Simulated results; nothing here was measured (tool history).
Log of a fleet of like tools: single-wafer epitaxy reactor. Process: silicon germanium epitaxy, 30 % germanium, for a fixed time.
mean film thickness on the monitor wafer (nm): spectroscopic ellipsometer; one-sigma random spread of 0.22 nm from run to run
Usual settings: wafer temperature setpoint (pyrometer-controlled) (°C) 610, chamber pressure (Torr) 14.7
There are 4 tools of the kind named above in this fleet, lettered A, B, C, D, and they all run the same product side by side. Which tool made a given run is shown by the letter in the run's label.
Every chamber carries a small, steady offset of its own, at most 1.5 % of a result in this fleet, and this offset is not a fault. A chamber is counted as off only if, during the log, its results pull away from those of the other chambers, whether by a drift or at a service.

run,hour,wafer temperature setpoint (pyrometer-controlled) (°C),chamber pressure (Torr),hours since the last pyrometer calibration,hours since the last manometer calibration,"read-back reference wafer on the same gauge, thickness_nm",mean film thickness on the monitor wafer (nm)
1B,2.2,610,14.7,352.8,395.7,58.99,62.326
2D,5.2,610,14.7,1027.4,304.2,59.012,62.413
3C,8.4,610,14.7,687,723.2,58.997,63.62
4A,11.5,610,14.7,1136.1,1997.9,59.064,63.027
# hour 13.5: chamber A: pyrometer calibrated
5D,14,610,14.7,1036.2,313,58.989,62.352
6A,16.4,610,14.7,2.9,2002.8,58.964,62.755
7B,19.3,610,11.4,369.9,412.8,58.979,56.97
8C,22.6,610,11.4,701.2,737.4,58.969,57.729
9A,26.1,610,11.4,12.6,2012.5,59.059,56.928
10B,29.3,610,11.4,379.9,422.8,59.027,56.811
11D,32.9,610,14.7,1055.1,331.9,59.091,62.535
12C,35.9,610,14.7,714.5,750.7,59.029,63.215
13D,38.8,610,14.7,1061,337.8,58.984,62.517
14B,41,601,13.3,391.6,434.5,59.042,51.267
15A,43.6,601,13.3,30.1,2030,58.942,51.348
16C,46.7,601,13.3,725.3,761.5,58.955,52.201
17C,51.1,601,13.3,729.7,765.9,58.983,51.959
18D,53.4,610,14.7,1075.6,352.4,59.007,63.326
19B,57.6,610,14.7,408.2,451.1,59.008,62.75
20A,60.5,610,14.7,47,2046.9,58.985,63.182
21B,63.8,610,14.7,414.4,457.3,59,62.561
22A,68.2,610,14.7,54.7,2054.6,59.012,63.094
23C,71.8,596,14.7,750.4,786.6,59.05,49.325
24D,75.3,596,14.7,1097.5,374.3,58.97,49.235
25A,78.8,596,14.7,65.3,2065.2,59.028,48.58
26C,82.7,596,14.7,761.3,797.5,59.01,49.145
27B,86,610,14.7,436.6,479.5,58.982,63.02
28D,88.5,610,14.7,1110.7,387.5,59.023,64.34
29D,92.7,610,14.7,1114.9,391.7,58.965,63.75
30C,96.4,610,14.7,775,811.2,59.026,63.378
31B,100.1,610,14.7,450.7,493.6,59.011,63.061

All 4 chambers run these settings next. Forecast each chamber's results:
32A,103.3,623,14.7,,,,?
32B,103.3,623,14.7,,,,?
32C,103.3,623,14.7,,,,?
32D,103.3,623,14.7,,,,?

run,mean film thickness on the monitor wafer (nm)
32A,78.827
32B,78.878
32C,78.969
32D,80.511

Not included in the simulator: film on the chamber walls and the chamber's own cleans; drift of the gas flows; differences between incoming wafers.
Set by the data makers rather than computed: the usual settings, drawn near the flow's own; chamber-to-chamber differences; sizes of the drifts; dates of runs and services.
